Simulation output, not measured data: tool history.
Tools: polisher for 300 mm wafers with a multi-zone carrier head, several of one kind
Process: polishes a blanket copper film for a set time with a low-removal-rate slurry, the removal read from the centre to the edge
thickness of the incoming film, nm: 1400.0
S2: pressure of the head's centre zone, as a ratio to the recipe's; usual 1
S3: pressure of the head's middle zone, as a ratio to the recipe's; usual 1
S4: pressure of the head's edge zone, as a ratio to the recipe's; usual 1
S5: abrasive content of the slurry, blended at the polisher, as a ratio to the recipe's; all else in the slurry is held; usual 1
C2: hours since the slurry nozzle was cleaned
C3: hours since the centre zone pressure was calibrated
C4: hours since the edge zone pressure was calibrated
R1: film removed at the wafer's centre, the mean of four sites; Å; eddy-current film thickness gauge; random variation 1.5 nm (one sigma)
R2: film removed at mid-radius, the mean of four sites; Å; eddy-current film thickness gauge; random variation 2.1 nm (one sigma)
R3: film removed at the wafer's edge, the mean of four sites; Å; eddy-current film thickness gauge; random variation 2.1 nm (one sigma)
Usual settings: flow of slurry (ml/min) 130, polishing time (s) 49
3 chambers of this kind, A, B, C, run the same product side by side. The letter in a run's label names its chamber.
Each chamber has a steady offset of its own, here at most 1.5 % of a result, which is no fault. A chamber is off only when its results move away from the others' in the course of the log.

{"run": "1A", "hour": 12.4, "flow of slurry (ml/min)": 130, "S2": 1, "S3": 1, "S4": 1, "S5": 1, "polishing time (s)": 49, "wafers polished on this pad": 188, "C2": 630.3, "C3": 255.1, "C4": 519.2, "R1": 1833.6, "R2": 1853, "R3": 1811}
{"hour": 21.5, "done": "chamber B: worn pad replaced by a new one"}
{"run": "2C", "hour": 21.6, "flow of slurry (ml/min)": 130, "S2": 1, "S3": 1, "S4": 1, "S5": 1, "polishing time (s)": 49, "wafers polished on this pad": 395, "C2": 760, "C3": 712.2, "C4": 163.2, "R1": 1841.6, "R2": 1814.1, "R3": 1841}
{"hour": 23.3, "done": "chamber C: centre zone pressure recalibrated"}
{"hour": 32.5, "done": "chamber A: edge zone pressure recalibrated"}
{"run": "3B", "hour": 33.8, "flow of slurry (ml/min)": 130, "S2": 1, "S3": 1, "S4": 1, "S5": 1, "polishing time (s)": 49, "wafers polished on this pad": 114, "C2": 220.9, "C3": 307.9, "C4": 423.3, "R1": 1831, "R2": 1834.1, "R3": 1856.9}
{"run": "4B", "hour": 41.0, "flow of slurry (ml/min)": 130, "S2": 1, "S3": 1, "S4": 1, "S5": 1, "polishing time (s)": 49, "wafers polished on this pad": 181, "C2": 228.1, "C3": 315.1, "C4": 430.5, "R1": 1835.4, "R2": 1836, "R3": 1882.1}
{"run": "5A", "hour": 51.1, "flow of slurry (ml/min)": 130, "S2": 1, "S3": 1, "S4": 1, "S5": 1, "polishing time (s)": 49, "wafers polished on this pad": 547, "C2": 669, "C3": 293.8, "C4": 18.7, "R1": 1819.5, "R2": 1859.1, "R3": 1815.5}
{"run": "6C", "hour": 59.6, "flow of slurry (ml/min)": 130, "S2": 1, "S3": 1, "S4": 1, "S5": 1, "polishing time (s)": 49, "wafers polished on this pad": 748, "C2": 798, "C3": 36.4, "C4": 201.2, "R1": 1853, "R2": 1887.1, "R3": 1829.7}
{"run": "7C", "hour": 69.7, "flow of slurry (ml/min)": 130, "S2": 1, "S3": 1, "S4": 1, "S5": 1, "polishing time (s)": 49, "wafers polished on this pad": 842, "C2": 808.1, "C3": 46.5, "C4": 211.3, "R1": 1829.9, "R2": 1776.2, "R3": 1843.9}
{"hour": 70.7, "done": "chamber C: worn pad replaced by a new one"}
{"run": "8A", "hour": 76.9, "flow of slurry (ml/min)": 130, "S2": 1, "S3": 1, "S4": 1, "S5": 1, "polishing time (s)": 49, "wafers polished on this pad": 787, "C2": 694.8, "C3": 319.6, "C4": 44.5, "R1": 1861.4, "R2": 1797, "R3": 1804.8}
{"run": "9B", "hour": 83.0, "flow of slurry (ml/min)": 130, "S2": 1, "S3": 1, "S4": 1, "S5": 1, "polishing time (s)": 49, "wafers polished on this pad": 571, "C2": 270.1, "C3": 357.1, "C4": 472.5, "R1": 1820.7, "R2": 1813.7, "R3": 1879.5}
{"hour": 90.6, "done": "chamber A: worn pad replaced by a new one"}
{"run": "10B", "hour": 94.2, "flow of slurry (ml/min)": 130, "S2": 1, "S3": 1, "S4": 1, "S5": 1, "polishing time (s)": 49, "wafers polished on this pad": 675, "C2": 281.3, "C3": 368.3, "C4": 483.7, "R1": 1828, "R2": 1844.7, "R3": 1813.3}
{"hour": 97.7, "done": "chamber A: slurry nozzle cleaned"}
{"run": "11C", "hour": 101.3, "flow of slurry (ml/min)": 130, "S2": 1, "S3": 1, "S4": 1, "S5": 1, "polishing time (s)": 49, "wafers polished on this pad": 284, "C2": 839.7, "C3": 78.1, "C4": 242.9, "R1": 1850.5, "R2": 1842.1, "R3": 1866.1}
{"run": "12A", "hour": 112.6, "flow of slurry (ml/min)": 130, "S2": 1, "S3": 1, "S4": 1, "S5": 1, "polishing time (s)": 49, "wafers polished on this pad": 204, "C2": 15, "C3": 355.3, "C4": 80.2, "R1": 1832, "R2": 1819.8, "R3": 1829.8}
{"hour": 119.9, "done": "chamber C: slurry nozzle cleaned"}
{"run": "13C", "hour": 121.2, "flow of slurry (ml/min)": 130, "S2": 1, "S3": 1, "S4": 1, "S5": 1, "polishing time (s)": 49, "wafers polished on this pad": 469, "C2": 1.3, "C3": 98, "C4": 262.8, "R1": 1845.8, "R2": 1793.9, "R3": 1843.9}
{"run": "14A", "hour": 132.5, "flow of slurry (ml/min)": 130, "S2": 1, "S3": 1, "S4": 1, "S5": 1, "polishing time (s)": 49, "wafers polished on this pad": 389, "C2": 34.9, "C3": 375.2, "C4": 100.1, "R1": 1835.6, "R2": 1823.4, "R3": 1855.5}
{"hour": 133.8, "done": "chamber A: centre zone pressure recalibrated"}
{"run": "15B", "hour": 143.4, "flow of slurry (ml/min)": 130, "S2": 1, "S3": 1, "S4": 1, "S5": 1, "polishing time (s)": 49, "wafers polished on this pad": 1132, "C2": 330.5, "C3": 417.5, "C4": 532.9, "R1": 1799.4, "R2": 1844.8, "R3": 1841.7}
{"hour": 148.1, "done": "chamber B: worn pad replaced by a new one"}
{"run": "16B", "hour": 151.5, "flow of slurry (ml/min)": 150, "S2": 1, "S3": 1, "S4": 1, "S5": 1, "polishing time (s)": 49, "wafers polished on this pad": 31, "C2": 338.6, "C3": 425.6, "C4": 541, "R1": 1850.2, "R2": 1883.2, "R3": 1933.2}
{"hour": 157.8, "done": "chamber C: worn pad replaced by a new one"}
{"run": "17A", "hour": 163.1, "flow of slurry (ml/min)": 150, "S2": 1, "S3": 1, "S4": 1, "S5": 1, "polishing time (s)": 49, "wafers polished on this pad": 673, "C2": 65.5, "C3": 29.3, "C4": 130.7, "R1": 1706.7, "R2": 1916.2, "R3": 1885.8}
{"run": "18C", "hour": 172.6, "flow of slurry (ml/min)": 150, "S2": 1, "S3": 1, "S4": 1, "S5": 1, "polishing time (s)": 49, "wafers polished on this pad": 137, "C2": 52.7, "C3": 149.4, "C4": 314.2, "R1": 1894.9, "R2": 1844, "R3": 1861.5}
{"hour": 182.3, "done": "chamber A: worn pad replaced by a new one"}
{"run": "19B", "hour": 184.3, "flow of slurry (ml/min)": 130, "S2": 1, "S3": 1, "S4": 1, "S5": 1, "polishing time (s)": 49, "wafers polished on this pad": 336, "C2": 371.4, "C3": 458.4, "C4": 573.8, "R1": 1825.4, "R2": 1840.9, "R3": 1854.6}
{"run": "20C", "hour": 196.5, "flow of slurry (ml/min)": 130, "S2": 1, "S3": 1, "S4": 1, "S5": 1, "polishing time (s)": 49, "wafers polished on this pad": 359, "C2": 76.6, "C3": 173.3, "C4": 338.1, "R1": 1859.7, "R2": 1822.5, "R3": 1856.2}
{"run": "21A", "hour": 205.5, "flow of slurry (ml/min)": 130, "S2": 1, "S3": 1, "S4": 1, "S5": 1, "polishing time (s)": 49, "wafers polished on this pad": 216, "C2": 107.9, "C3": 71.7, "C4": 173.1, "R1": 1646.4, "R2": 1854.5, "R3": 1844.2}
{"run": "22A", "hour": 211.5, "flow of slurry (ml/min)": 130, "S2": 1, "S3": 1, "S4": 1, "S5": 1, "polishing time (s)": 49, "wafers polished on this pad": 271, "C2": 113.9, "C3": 77.7, "C4": 179.1, "R1": 1666.4, "R2": 1883.6, "R3": 1839.7}
{"run": "23C", "hour": 220.4, "flow of slurry (ml/min)": 130, "S2": 1, "S3": 1, "S4": 1, "S5": 1, "polishing time (s)": 49, "wafers polished on this pad": 581, "C2": 100.5, "C3": 197.2, "C4": 362, "R1": 1851.9, "R2": 1862.7, "R3": 1811.3}
{"run": "24B", "hour": 228.0, "flow of slurry (ml/min)": 130, "S2": 1, "S3": 1, "S4": 1, "S5": 1, "polishing time (s)": 49, "wafers polished on this pad": 742, "C2": 415.1, "C3": 502.1, "C4": 617.5, "R1": 1827.6, "R2": 1792.1, "R3": 1857.3}
{"hour": 235.4, "done": "chamber C: worn pad replaced by a new one"}
{"run": "25B", "hour": 236.1, "flow of slurry (ml/min)": 130, "S2": 1, "S3": 1, "S4": 1, "S5": 1, "polishing time (s)": 49, "wafers polished on this pad": 817, "C2": 423.2, "C3": 510.2, "C4": 625.6, "R1": 1813, "R2": 1816, "R3": 1830.8}
{"run": "26A", "hour": 245.2, "flow of slurry (ml/min)": 130, "S2": 1, "S3": 1, "S4": 1, "S5": 1, "polishing time (s)": 49, "wafers polished on this pad": 584, "C2": 147.6, "C3": 111.4, "C4": 212.8, "R1": 1646.6, "R2": 1832.7, "R3": 1853.9}
{"run": "27C", "hour": 250.8, "flow of slurry (ml/min)": 130, "S2": 1, "S3": 1, "S4": 1, "S5": 1, "polishing time (s)": 49, "wafers polished on this pad": 143, "C2": 130.9, "C3": 227.6, "C4": 392.4, "R1": 1825.7, "R2": 1804.4, "R3": 1828.7}
{"run": "28C", "hour": 256.7, "flow of slurry (ml/min)": 165, "S2": 1, "S3": 1, "S4": 1, "S5": 1, "polishing time (s)": 33, "wafers polished on this pad": 198, "C2": 136.8, "C3": 233.5, "C4": 398.3, "R1": 1315.8, "R2": 1319.5, "R3": 1299.6}
{"hour": 258.3, "done": "chamber A: worn pad replaced by a new one"}
{"run": "29A", "hour": 267.3, "flow of slurry (ml/min)": 165, "S2": 1, "S3": 1, "S4": 1, "S5": 1, "polishing time (s)": 33, "wafers polished on this pad": 84, "C2": 169.7, "C3": 133.5, "C4": 234.9, "R1": 1162, "R2": 1310.1, "R3": 1245.1}
{"run": "30B", "hour": 272.8, "flow of slurry (ml/min)": 165, "S2": 1, "S3": 1, "S4": 1, "S5": 1, "polishing time (s)": 33, "wafers polished on this pad": 1158, "C2": 459.9, "C3": 546.9, "C4": 662.3, "R1": 1293.3, "R2": 1273.7, "R3": 1290.5}
{"hour": 275.4, "done": "chamber B: worn pad replaced by a new one"}
{"run": "31A", "hour": 282.6, "flow of slurry (ml/min)": 130, "S2": 0.96, "S3": 1, "S4": 1, "S5": 1, "polishing time (s)": 60, "wafers polished on this pad": 226, "C2": 185, "C3": 148.8, "C4": 250.2, "R1": 1955.1, "R2": 2246.4, "R3": 2226.1}
{"hour": 288.5, "done": "chamber B: edge zone pressure recalibrated"}
{"run": "32B", "hour": 288.5, "flow of slurry (ml/min)": 130, "S2": 0.96, "S3": 1, "S4": 1, "S5": 1, "polishing time (s)": 60, "wafers polished on this pad": 122, "C2": 475.6, "C3": 562.6, "C4": 0.1, "R1": 2134.2, "R2": 2206, "R3": 2301.1}
{"run": "33C", "hour": 294.2, "flow of slurry (ml/min)": 130, "S2": 0.96, "S3": 1, "S4": 1, "S5": 1, "polishing time (s)": 60, "wafers polished on this pad": 546, "C2": 174.3, "C3": 271, "C4": 435.8, "R1": 2163.4, "R2": 2240.8, "R3": 2272.2}

What goes on in this fleet: one chamber off, a drifting gauge, or nothing beyond the chambers' own small offsets? Name the chamber and the cause, if any.

A service left chamber A off against the others.
Cause: centre zone's pressure below its setpoint, % = 9.38.

Here are 4 candidates for chamber A's next run, each the usual settings with a change, their results left as question marks. Which one brings its results back in line with what the others give on the usual settings?
In line means no further than this from the other chambers' mean on the usual settings: R1 51 Å; R2 71 Å; R3 73 Å
{"run": "34A-1", "hour": 303.1, "flow of slurry (ml/min)": 135, "S2": 1.09, "S3": 0.97, "S4": 0.97, "S5": 1, "polishing time (s)": 49, "R1": "?", "R2": "?", "R3": "?"}
{"run": "34A-2", "hour": 303.1, "flow of slurry (ml/min)": 120, "S2": 0.86, "S3": 1.05, "S4": 1.03, "S5": 1, "polishing time (s)": 48, "R1": "?", "R2": "?", "R3": "?"}
{"run": "34A-3", "hour": 303.1, "flow of slurry (ml/min)": 125, "S2": 0.92, "S3": 1.03, "S4": 1.02, "S5": 1, "polishing time (s)": 49, "R1": "?", "R2": "?", "R3": "?"}
{"run": "34A-4", "hour": 303.1, "flow of slurry (ml/min)": 140, "S2": 1.15, "S3": 0.95, "S4": 0.96, "S5": 1, "polishing time (s)": 50, "R1": "?", "R2": "?", "R3": "?"}

The other chambers' mean on the usual settings: R1 1837.8 Å; R2 1831.3 Å; R3 1845.1 Å
run=34A-1 R1=1830.6 R2=1796.6 R3=1813.6
run=34A-2 R1=1333.5 R2=1846.8 R3=1796.9
run=34A-3 R1=1485.6 R2=1869 R3=1837.6
run=34A-4 R1=1998.7 R2=1811.5 R3=1851.3
34A-1 brings the chamber back in line.

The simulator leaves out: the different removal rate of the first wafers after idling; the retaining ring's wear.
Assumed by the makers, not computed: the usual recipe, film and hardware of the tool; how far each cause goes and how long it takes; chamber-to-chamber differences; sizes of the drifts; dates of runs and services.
